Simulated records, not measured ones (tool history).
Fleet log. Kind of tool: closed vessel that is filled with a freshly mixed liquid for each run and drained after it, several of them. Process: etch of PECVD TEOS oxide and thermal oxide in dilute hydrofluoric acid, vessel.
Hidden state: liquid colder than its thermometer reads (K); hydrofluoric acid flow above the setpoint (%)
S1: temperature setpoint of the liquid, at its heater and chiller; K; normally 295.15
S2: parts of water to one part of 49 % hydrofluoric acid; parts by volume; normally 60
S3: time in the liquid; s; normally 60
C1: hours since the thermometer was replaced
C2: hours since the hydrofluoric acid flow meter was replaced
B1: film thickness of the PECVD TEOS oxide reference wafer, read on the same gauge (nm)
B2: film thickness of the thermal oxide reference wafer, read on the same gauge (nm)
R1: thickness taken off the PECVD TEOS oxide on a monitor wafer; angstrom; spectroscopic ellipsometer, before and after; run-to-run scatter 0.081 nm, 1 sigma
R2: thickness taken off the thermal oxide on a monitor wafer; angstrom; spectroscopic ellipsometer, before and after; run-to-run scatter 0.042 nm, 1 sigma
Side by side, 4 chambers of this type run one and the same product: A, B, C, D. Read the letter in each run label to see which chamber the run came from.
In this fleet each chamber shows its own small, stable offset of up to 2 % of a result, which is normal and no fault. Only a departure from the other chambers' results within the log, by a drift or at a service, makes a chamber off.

Run 1A, hour 10.5: usual settings; C1 1108.5; C2 318.5; B1 100.010; B2 40.007. Result: R1 225.69 angstrom, R2 47.000 angstrom.
Run 2D, hour 23.6: usual settings; C1 761.6; C2 1230.4; B1 99.994; B2 40.004. Result: R1 226.87 angstrom, R2 48.083 angstrom.
Run 3B, hour 30.7: usual settings; C1 803.5; C2 716.4; B1 100.020; B2 39.988. Result: R1 228.03 angstrom, R2 46.808 angstrom.
Run 4C, hour 44.1: usual settings; C1 2765.7; C2 1247.9; B1 100.000; B2 40.028. Result: R1 229.08 angstrom, R2 47.022 angstrom.
Run 5B, hour 55.6: usual settings; C1 828.4; C2 741.3; B1 99.999; B2 40.000. Result: R1 227.57 angstrom, R2 46.075 angstrom.
At hour 66.8: chamber B: thermometer replaced.
Run 6C, hour 69.4: usual settings; C1 2791.0; C2 1273.2; B1 100.020; B2 39.992. Result: R1 229.62 angstrom, R2 47.297 angstrom.
Run 7D, hour 75.8: usual settings; C1 813.8; C2 1282.6; B1 100.020; B2 40.065. Result: R1 229.12 angstrom, R2 47.578 angstrom.
Run 8A, hour 85.6: usual settings; C1 1183.6; C2 393.6; B1 99.966; B2 39.998. Result: R1 224.01 angstrom, R2 46.897 angstrom.
Run 9C, hour 98.7: usual settings; C1 2820.3; C2 1302.5; B1 100.000; B2 40.013. Result: R1 230.05 angstrom, R2 47.104 angstrom.
Run 10D, hour 108.1: usual settings; C1 846.1; C2 1314.9; B1 99.994; B2 39.974. Result: R1 226.96 angstrom, R2 47.468 angstrom.
Run 11A, hour 114.6: usual settings; C1 1212.6; C2 422.6; B1 99.966; B2 40.000. Result: R1 225.63 angstrom, R2 47.423 angstrom.
Run 12B, hour 128.6: usual settings; C1 61.9; C2 814.3; B1 99.991; B2 40.015. Result: R1 227.51 angstrom, R2 46.626 angstrom.
Run 13C, hour 135.2: usual settings; C1 2856.8; C2 1339.0; B1 99.972; B2 39.964. Result: R1 229.55 angstrom, R2 47.415 angstrom.
At hour 144.1: chamber A: thermometer replaced.
Run 14B, hour 149.2: usual settings; C1 82.5; C2 834.9; B1 100.010; B2 39.978. Result: R1 228.94 angstrom, R2 46.703 angstrom.
Run 15D, hour 155.2: usual settings; C1 893.2; C2 1362.0; B1 100.020; B2 39.962. Result: R1 228.42 angstrom, R2 46.698 angstrom.
Run 16A, hour 168.0: usual settings; C1 24.0; C2 476.0; B1 100.020; B2 40.044. Result: R1 225.84 angstrom, R2 46.254 angstrom.
Run 17D, hour 179.8: usual settings but S2 75 parts by volume; C1 917.8; C2 1386.6; B1 100.010; B2 39.936. Result: R1 178.94 angstrom, R2 37.878 angstrom.
Run 18C, hour 193.3: usual settings but S2 75 parts by volume; C1 2914.9; C2 1397.1; B1 100.000; B2 39.990. Result: R1 181.76 angstrom, R2 36.823 angstrom.
Run 19B, hour 207.2: usual settings but S2 75 parts by volume; C1 140.5; C2 892.9; B1 99.991; B2 39.954. Result: R1 180.62 angstrom, R2 36.687 angstrom.
Run 20A, hour 217.7: usual settings but S2 75 parts by volume; C1 73.7; C2 525.7; B1 100.020; B2 40.015. Result: R1 177.85 angstrom, R2 36.700 angstrom.
At hour 223.4: chamber C: thermometer replaced.
Run 21A, hour 225.2: usual settings; C1 81.2; C2 533.2; B1 100.010; B2 40.050. Result: R1 225.34 angstrom, R2 46.973 angstrom.
Run 22D, hour 234.7: usual settings; C1 972.7; C2 1441.5; B1 99.995; B2 40.000. Result: R1 225.41 angstrom, R2 47.587 angstrom.
Run 23C, hour 241.7: usual settings; C1 18.4; C2 1445.5; B1 100.030; B2 39.964. Result: R1 230.30 angstrom, R2 46.956 angstrom.
Run 24B, hour 249.5: usual settings; C1 182.8; C2 935.2; B1 100.030; B2 39.987. Result: R1 228.79 angstrom, R2 47.320 angstrom.
Run 25B, hour 262.0: usual settings; C1 195.3; C2 947.7; B1 99.978; B2 40.000. Result: R1 229.79 angstrom, R2 47.422 angstrom.
At hour 263.2: chamber D: thermometer replaced.
Run 26A, hour 272.3: usual settings; C1 128.3; C2 580.3; B1 99.995; B2 40.024. Result: R1 224.55 angstrom, R2 45.870 angstrom.
Run 27C, hour 281.8: usual settings; C1 58.5; C2 1485.6; B1 100.000; B2 40.038. Result: R1 230.21 angstrom, R2 47.665 angstrom.
Run 28D, hour 290.0: usual settings; C1 26.9; C2 1496.8; B1 100.030; B2 40.035. Result: R1 227.24 angstrom, R2 47.206 angstrom.
Run 29B, hour 297.9: usual settings; C1 231.2; C2 983.6; B1 99.989; B2 39.997. Result: R1 227.64 angstrom, R2 47.135 angstrom.
Run 30C, hour 308.7: usual settings; C1 85.4; C2 1512.5; B1 99.985; B2 39.998. Result: R1 230.40 angstrom, R2 47.344 angstrom.
Run 31A, hour 321.9: usual settings; C1 177.9; C2 629.9; B1 99.992; B2 39.940. Result: R1 224.67 angstrom, R2 46.095 angstrom.
Run 32D, hour 330.8: usual settings but S2 30 parts by volume; C1 67.7; C2 1537.6; B1 99.986; B2 40.009. Result: R1 467.06 angstrom, R2 95.762 angstrom.
Run 33B, hour 338.1: usual settings but S2 30 parts by volume; C1 271.4; C2 1023.8; B1 99.964; B2 39.961. Result: R1 481.47 angstrom, R2 99.149 angstrom.
Run 34C, hour 349.6: usual settings but S2 30 parts by volume; C1 126.3; C2 1553.4; B1 99.991; B2 40.019. Result: R1 482.99 angstrom, R2 98.007 angstrom.
Run 35D, hour 358.1: usual settings but S2 30 parts by volume; C1 95.0; C2 1564.9; B1 99.994; B2 39.990. Result: R1 466.85 angstrom, R2 96.673 angstrom.
Run 36A, hour 368.2: usual settings but S3 70 s; C1 224.2; C2 676.2; B1 100.010; B2 40.000. Result: R1 262.62 angstrom, R2 53.321 angstrom.

Has any chamber moved away from the others, gradually or after a service, or does the common gauge drift, or do the chambers differ only by their own small steady offsets? State the chamber and the most likely cause if one applies.

Beyond each chamber's small constant offset nothing stands out, and the gauge stays steady.

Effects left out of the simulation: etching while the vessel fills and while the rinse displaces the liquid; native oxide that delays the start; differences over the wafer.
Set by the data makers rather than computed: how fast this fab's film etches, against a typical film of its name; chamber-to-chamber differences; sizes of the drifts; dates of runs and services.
